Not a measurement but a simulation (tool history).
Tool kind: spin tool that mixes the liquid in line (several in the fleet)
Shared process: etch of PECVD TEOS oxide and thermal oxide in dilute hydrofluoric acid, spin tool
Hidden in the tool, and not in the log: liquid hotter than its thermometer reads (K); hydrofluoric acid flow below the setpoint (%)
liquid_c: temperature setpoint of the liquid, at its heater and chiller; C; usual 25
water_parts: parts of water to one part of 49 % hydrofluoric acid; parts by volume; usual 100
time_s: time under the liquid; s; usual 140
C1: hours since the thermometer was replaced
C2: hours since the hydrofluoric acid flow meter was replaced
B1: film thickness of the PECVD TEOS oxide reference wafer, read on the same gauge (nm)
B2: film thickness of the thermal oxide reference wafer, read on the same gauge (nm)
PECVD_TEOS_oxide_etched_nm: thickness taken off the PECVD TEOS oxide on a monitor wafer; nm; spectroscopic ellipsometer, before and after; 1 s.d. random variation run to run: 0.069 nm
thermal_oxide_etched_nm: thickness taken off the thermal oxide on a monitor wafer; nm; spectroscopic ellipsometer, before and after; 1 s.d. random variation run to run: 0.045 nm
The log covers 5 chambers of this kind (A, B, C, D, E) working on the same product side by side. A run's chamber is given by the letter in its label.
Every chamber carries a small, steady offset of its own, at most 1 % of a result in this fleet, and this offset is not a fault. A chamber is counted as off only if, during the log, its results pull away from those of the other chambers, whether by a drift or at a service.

run 1D hour=10.5 | liquid_c=25 water_parts=100 time_s=140 | C1=865.4 C2=918.4 | B1=90.019 B2=30.004 | PECVD_TEOS_oxide_etched_nm=13.0720 thermal_oxide_etched_nm=6.7469
run 2E hour=22.8 | liquid_c=25 water_parts=100 time_s=140 | C1=225.7 C2=646.1 | B1=89.991 B2=29.995 | PECVD_TEOS_oxide_etched_nm=13.0040 thermal_oxide_etched_nm=6.7821
run 3B hour=33.3 | liquid_c=25 water_parts=100 time_s=140 | C1=308.3 C2=583.6 | B1=90.020 B2=30.034 | PECVD_TEOS_oxide_etched_nm=12.9370 thermal_oxide_etched_nm=6.7467
run 4C hour=43.5 | liquid_c=25 water_parts=100 time_s=140 | C1=845.8 C2=1567.5 | B1=89.979 B2=29.993 | PECVD_TEOS_oxide_etched_nm=13.1720 thermal_oxide_etched_nm=6.7296
run 5A hour=52.5 | liquid_c=25 water_parts=100 time_s=140 | C1=1853.5 C2=647.7 | B1=89.984 B2=30.040 | PECVD_TEOS_oxide_etched_nm=13.0090 thermal_oxide_etched_nm=6.7445
run 6D hour=62.7 | liquid_c=25 water_parts=100 time_s=140 | C1=917.6 C2=970.6 | B1=90.007 B2=29.977 | PECVD_TEOS_oxide_etched_nm=13.1170 thermal_oxide_etched_nm=6.7540
run 7C hour=71.6 | liquid_c=25 water_parts=100 time_s=140 | C1=873.9 C2=1595.6 | B1=90.031 B2=30.044 | PECVD_TEOS_oxide_etched_nm=13.2790 thermal_oxide_etched_nm=6.8096
run 8A hour=80.1 | liquid_c=25 water_parts=100 time_s=195 | C1=1881.1 C2=675.3 | B1=89.985 B2=30.027 | PECVD_TEOS_oxide_etched_nm=18.1500 thermal_oxide_etched_nm=9.3487
run 9B hour=91.4 | liquid_c=25 water_parts=100 time_s=195 | C1=366.4 C2=641.7 | B1=90.000 B2=30.000 | PECVD_TEOS_oxide_etched_nm=18.1910 thermal_oxide_etched_nm=9.4299
run 10E hour=102.7 | liquid_c=25 water_parts=100 time_s=195 | C1=305.6 C2=726.0 | B1=90.019 B2=30.026 | PECVD_TEOS_oxide_etched_nm=18.2100 thermal_oxide_etched_nm=9.4228
run 11D hour=109.2 | liquid_c=25 water_parts=100 time_s=195 | C1=964.1 C2=1017.1 | B1=89.960 B2=29.972 | PECVD_TEOS_oxide_etched_nm=18.1590 thermal_oxide_etched_nm=9.4778
run 12C hour=115.3 | liquid_c=25 water_parts=100 time_s=195 | C1=917.6 C2=1639.3 | B1=90.007 B2=29.995 | PECVD_TEOS_oxide_etched_nm=18.3830 thermal_oxide_etched_nm=9.4959
run 13A hour=125.3 | liquid_c=25 water_parts=100 time_s=140 | C1=1926.3 C2=720.5 | B1=89.965 B2=29.976 | PECVD_TEOS_oxide_etched_nm=12.9460 thermal_oxide_etched_nm=6.8069
run 14E hour=136.4 | liquid_c=25 water_parts=100 time_s=140 | C1=339.3 C2=759.7 | B1=90.046 B2=29.968 | PECVD_TEOS_oxide_etched_nm=12.9830 thermal_oxide_etched_nm=6.7833
run 15B hour=143.7 | liquid_c=25 water_parts=100 time_s=140 | C1=418.7 C2=694.0 | B1=89.986 B2=30.000 | PECVD_TEOS_oxide_etched_nm=12.9770 thermal_oxide_etched_nm=6.6943
run 16A hour=152.9 | liquid_c=25 water_parts=100 time_s=140 | C1=1953.9 C2=748.1 | B1=90.016 B2=30.022 | PECVD_TEOS_oxide_etched_nm=12.9960 thermal_oxide_etched_nm=6.8520
run 17D hour=160.2 | liquid_c=25 water_parts=100 time_s=140 | C1=1015.1 C2=1068.1 | B1=90.004 B2=30.008 | PECVD_TEOS_oxide_etched_nm=13.0990 thermal_oxide_etched_nm=6.7781
run 18E hour=167.4 | liquid_c=25 water_parts=100 time_s=140 | C1=370.3 C2=790.7 | B1=90.006 B2=30.008 | PECVD_TEOS_oxide_etched_nm=13.1060 thermal_oxide_etched_nm=6.7385
run 19C hour=174.2 | liquid_c=25 water_parts=100 time_s=140 | C1=976.5 C2=1698.2 | B1=89.993 B2=29.979 | PECVD_TEOS_oxide_etched_nm=13.1480 thermal_oxide_etched_nm=6.7852
run 20B hour=183.6 | liquid_c=25 water_parts=140 time_s=95 | C1=458.6 C2=733.9 | B1=90.026 B2=29.954 | PECVD_TEOS_oxide_etched_nm=5.8775 thermal_oxide_etched_nm=3.1009
run 21B hour=190.0 | liquid_c=25 water_parts=140 time_s=95 | C1=465.0 C2=740.3 | B1=90.047 B2=30.020 | PECVD_TEOS_oxide_etched_nm=5.9875 thermal_oxide_etched_nm=3.1236
run 22D hour=197.2 | liquid_c=25 water_parts=140 time_s=95 | C1=1052.1 C2=1105.1 | B1=89.991 B2=29.997 | PECVD_TEOS_oxide_etched_nm=6.0397 thermal_oxide_etched_nm=3.1593
run 23E hour=210.6 | liquid_c=25 water_parts=140 time_s=95 | C1=413.5 C2=833.9 | B1=90.015 B2=30.007 | PECVD_TEOS_oxide_etched_nm=6.0656 thermal_oxide_etched_nm=3.0894
run 24A hour=223.6 | liquid_c=25 water_parts=140 time_s=95 | C1=2024.6 C2=818.8 | B1=90.027 B2=30.022 | PECVD_TEOS_oxide_etched_nm=6.0366 thermal_oxide_etched_nm=3.1350
-- hour=229.1 chamber B: hydrofluoric acid flow meter replaced
run 25C hour=230.8 | liquid_c=25 water_parts=100 time_s=140 | C1=1033.1 C2=1754.8 | B1=90.019 B2=30.010 | PECVD_TEOS_oxide_etched_nm=13.1770 thermal_oxide_etched_nm=6.8732
run 26A hour=237.3 | liquid_c=25 water_parts=100 time_s=140 | C1=2038.3 C2=832.5 | B1=89.986 B2=30.034 | PECVD_TEOS_oxide_etched_nm=13.0600 thermal_oxide_etched_nm=6.7086
run 27D hour=248.6 | liquid_c=25 water_parts=100 time_s=140 | C1=1103.5 C2=1156.5 | B1=89.986 B2=29.961 | PECVD_TEOS_oxide_etched_nm=12.9580 thermal_oxide_etched_nm=6.8104
run 28E hour=256.2 | liquid_c=25 water_parts=100 time_s=140 | C1=459.1 C2=879.5 | B1=89.964 B2=30.011 | PECVD_TEOS_oxide_etched_nm=13.1560 thermal_oxide_etched_nm=6.6870
run 29C hour=263.7 | liquid_c=25 water_parts=100 time_s=140 | C1=1066.0 C2=1787.7 | B1=89.980 B2=29.996 | PECVD_TEOS_oxide_etched_nm=13.2040 thermal_oxide_etched_nm=6.7262
run 30B hour=275.6 | liquid_c=29 water_parts=100 time_s=140 | C1=550.6 C2=46.5 | B1=90.013 B2=30.024 | PECVD_TEOS_oxide_etched_nm=15.1190 thermal_oxide_etched_nm=7.8771
run 31E hour=284.4 | liquid_c=29 water_parts=100 time_s=140 | C1=487.3 C2=907.7 | B1=89.989 B2=30.036 | PECVD_TEOS_oxide_etched_nm=15.2100 thermal_oxide_etched_nm=7.7937
run 32B hour=296.2 | liquid_c=29 water_parts=100 time_s=140 | C1=571.2 C2=67.1 | B1=90.017 B2=30.004 | PECVD_TEOS_oxide_etched_nm=15.1010 thermal_oxide_etched_nm=7.9166
run 33C hour=303.1 | liquid_c=29 water_parts=100 time_s=140 | C1=1105.4 C2=1827.1 | B1=89.981 B2=30.031 | PECVD_TEOS_oxide_etched_nm=15.3370 thermal_oxide_etched_nm=7.9688
run 34D hour=316.4 | liquid_c=29 water_parts=100 time_s=140 | C1=1171.3 C2=1224.3 | B1=90.016 B2=30.000 | PECVD_TEOS_oxide_etched_nm=15.4180 thermal_oxide_etched_nm=8.0270
run 35A hour=322.9 | liquid_c=25 water_parts=100 time_s=140 | C1=2123.9 C2=918.1 | B1=90.014 B2=29.966 | PECVD_TEOS_oxide_etched_nm=13.0810 thermal_oxide_etched_nm=6.7578

Predict what each chamber gives when all 5 of them run the settings below next.
run 36A hour=333.0 | liquid_c=25 water_parts=100 time_s=140 | PECVD_TEOS_oxide_etched_nm=? thermal_oxide_etched_nm=?
run 36B hour=333.0 | liquid_c=25 water_parts=100 time_s=140 | PECVD_TEOS_oxide_etched_nm=? thermal_oxide_etched_nm=?
run 36C hour=333.0 | liquid_c=25 water_parts=100 time_s=140 | PECVD_TEOS_oxide_etched_nm=? thermal_oxide_etched_nm=?
run 36D hour=333.0 | liquid_c=25 water_parts=100 time_s=140 | PECVD_TEOS_oxide_etched_nm=? thermal_oxide_etched_nm=?
run 36E hour=333.0 | liquid_c=25 water_parts=100 time_s=140 | PECVD_TEOS_oxide_etched_nm=? thermal_oxide_etched_nm=?

run=36A PECVD_TEOS_oxide_etched_nm=13.0550 thermal_oxide_etched_nm=6.7502
run=36B PECVD_TEOS_oxide_etched_nm=12.9140 thermal_oxide_etched_nm=6.7962
run=36C PECVD_TEOS_oxide_etched_nm=13.2820 thermal_oxide_etched_nm=6.7965
run=36D PECVD_TEOS_oxide_etched_nm=13.1870 thermal_oxide_etched_nm=6.7648
run=36E PECVD_TEOS_oxide_etched_nm=13.0460 thermal_oxide_etched_nm=6.7519
